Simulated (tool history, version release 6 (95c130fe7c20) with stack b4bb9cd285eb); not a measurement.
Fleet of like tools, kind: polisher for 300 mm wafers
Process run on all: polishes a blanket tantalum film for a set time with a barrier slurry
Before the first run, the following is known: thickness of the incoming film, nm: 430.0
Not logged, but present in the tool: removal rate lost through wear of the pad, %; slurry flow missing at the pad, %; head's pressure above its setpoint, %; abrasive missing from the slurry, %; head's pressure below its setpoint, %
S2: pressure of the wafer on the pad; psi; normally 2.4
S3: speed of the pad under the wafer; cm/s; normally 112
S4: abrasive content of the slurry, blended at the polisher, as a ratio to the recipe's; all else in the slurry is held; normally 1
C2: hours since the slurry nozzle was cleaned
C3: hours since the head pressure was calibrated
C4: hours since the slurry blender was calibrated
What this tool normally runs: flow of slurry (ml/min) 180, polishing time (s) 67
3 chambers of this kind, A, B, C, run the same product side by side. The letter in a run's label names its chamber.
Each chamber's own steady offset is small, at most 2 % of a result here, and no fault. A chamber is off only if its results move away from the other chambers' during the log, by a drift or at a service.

Run 1C, day 0.283: usual settings; wafers polished on this pad 432; C2 200.5; C3 334.8; C4 81.6. Result: film removed (nm) 166.71.
At day 0.496: chamber B: worn pad replaced by a new one.
Run 2B, day 0.646: usual settings; wafers polished on this pad 29; C2 273.8; C3 585.0; C4 272.2. Result: film removed (nm) 164.45.
Run 3A, day 0.846: usual settings; wafers polished on this pad 946; C2 457.9; C3 526.1; C4 66.0. Result: film removed (nm) 164.20.
Run 4C, day 1.062: usual settings; wafers polished on this pad 583; C2 219.2; C3 353.5; C4 100.3. Result: film removed (nm) 166.45.
Run 5B, day 1.271: usual settings; wafers polished on this pad 150; C2 288.8; C3 600.0; C4 287.2. Result: film removed (nm) 163.68.
Run 6A, day 1.575: usual settings; wafers polished on this pad 1087; C2 475.4; C3 543.6; C4 83.5. Result: film removed (nm) 165.83.
Run 7A, day 1.796: usual settings; wafers polished on this pad 1130; C2 480.7; C3 548.9; C4 88.8. Result: film removed (nm) 165.34.
Run 8C, day 1.992: usual settings; wafers polished on this pad 762; C2 241.5; C3 375.8; C4 122.6. Result: film removed (nm) 167.04.
Run 9B, day 2.233: usual settings; wafers polished on this pad 336; C2 311.9; C3 623.1; C4 310.3. Result: film removed (nm) 167.13.
Run 10B, day 2.442: usual settings but S2 3.0 psi; wafers polished on this pad 376; C2 316.9; C3 628.1; C4 315.3. Result: film removed (nm) 207.71.
At day 2.646: chamber C: slurry blender recalibrated.
Run 11C, day 2.733: usual settings but S2 3.0 psi; wafers polished on this pad 906; C2 259.3; C3 393.6; C4 2.1. Result: film removed (nm) 208.67.
Run 12A, day 3.025: usual settings but S2 3.0 psi; wafers polished on this pad 1367; C2 510.2; C3 578.4; C4 118.3. Result: film removed (nm) 209.83.
At day 3.154: chamber B: slurry blender recalibrated.
At day 3.225: chamber A: worn pad replaced by a new one.
Run 13C, day 3.396: usual settings; wafers polished on this pad 1034; C2 275.2; C3 409.5; C4 18.0. Result: film removed (nm) 166.07.
At day 3.588: chamber B: head pressure recalibrated.
Run 14A, day 3.633: usual settings; wafers polished on this pad 79; C2 524.8; C3 593.0; C4 132.9. Result: film removed (nm) 165.91.
At day 3.975: chamber C: worn pad replaced by a new one.
Run 15B, day 4.012: usual settings; wafers polished on this pad 680; C2 354.6; C3 10.2; C4 20.7. Result: film removed (nm) 157.17.
Run 16A, day 4.254: usual settings; wafers polished on this pad 199; C2 539.7; C3 607.9; C4 147.8. Result: film removed (nm) 164.56.
Run 17B, day 4.562: usual settings; wafers polished on this pad 787; C2 367.8; C3 23.4; C4 33.9. Result: film removed (nm) 156.29.
Run 18C, day 4.962: usual settings; wafers polished on this pad 191; C2 312.8; C3 447.1; C4 55.6. Result: film removed (nm) 166.43.
Run 19A, day 5.371: usual settings; wafers polished on this pad 415; C2 566.5; C3 634.7; C4 174.6. Result: film removed (nm) 162.58.
Run 20B, day 5.717: usual settings; wafers polished on this pad 1010; C2 395.5; C3 51.1; C4 61.6. Result: film removed (nm) 154.23.
Run 21C, day 6.083: usual settings; wafers polished on this pad 407; C2 339.7; C3 474.0; C4 82.5. Result: film removed (nm) 168.36.
Run 22A, day 6.292: usual settings; wafers polished on this pad 593; C2 588.6; C3 656.8; C4 196.7. Result: film removed (nm) 165.01.
Run 23B, day 6.683: usual settings; wafers polished on this pad 1197; C2 418.7; C3 74.3; C4 84.8. Result: film removed (nm) 156.37.
At day 6.846: chamber B: worn pad replaced by a new one.
Run 24C, day 7.025: usual settings; wafers polished on this pad 589; C2 362.3; C3 496.6; C4 105.1. Result: film removed (nm) 166.73.
At day 7.054: chamber C: slurry blender recalibrated.
Run 25C, day 7.371: usual settings but flow of slurry (ml/min) 160; wafers polished on this pad 656; C2 370.6; C3 504.9; C4 7.7. Result: film removed (nm) 164.21.
Run 26B, day 7.604: usual settings but flow of slurry (ml/min) 160; wafers polished on this pad 147; C2 440.8; C3 96.4; C4 106.9. Result: film removed (nm) 152.69.
Run 27A, day 7.929: usual settings but flow of slurry (ml/min) 160; wafers polished on this pad 909; C2 627.9; C3 696.1; C4 236.0. Result: film removed (nm) 161.86.
Run 28B, day 8.254: usual settings; wafers polished on this pad 273; C2 456.4; C3 112.0; C4 122.5. Result: film removed (nm) 155.20.
Run 29A, day 8.479: usual settings but flow of slurry (ml/min) 230; wafers polished on this pad 1016; C2 641.1; C3 709.3; C4 249.2. Result: film removed (nm) 172.13.
Run 30C, day 8.783: usual settings but flow of slurry (ml/min) 230; wafers polished on this pad 929; C2 404.5; C3 538.8; C4 41.6. Result: film removed (nm) 170.83.
Run 31C, day 9.071: usual settings but flow of slurry (ml/min) 230; wafers polished on this pad 985; C2 411.4; C3 545.7; C4 48.5. Result: film removed (nm) 171.42.
Run 32B, day 9.296: usual settings; wafers polished on this pad 474; C2 481.4; C3 137.0; C4 147.5. Result: film removed (nm) 152.95.

Each of the 3 chambers runs these same settings next. Fill in every chamber's results:
Run 33A, day 9.617: usual settings. Result: film removed (nm) ?.
Run 33B, day 9.617: usual settings. Result: film removed (nm) ?.
Run 33C, day 9.617: usual settings. Result: film removed (nm) ?.

run  film removed (nm)
33A             163.11
33B             155.68
33C             167.57

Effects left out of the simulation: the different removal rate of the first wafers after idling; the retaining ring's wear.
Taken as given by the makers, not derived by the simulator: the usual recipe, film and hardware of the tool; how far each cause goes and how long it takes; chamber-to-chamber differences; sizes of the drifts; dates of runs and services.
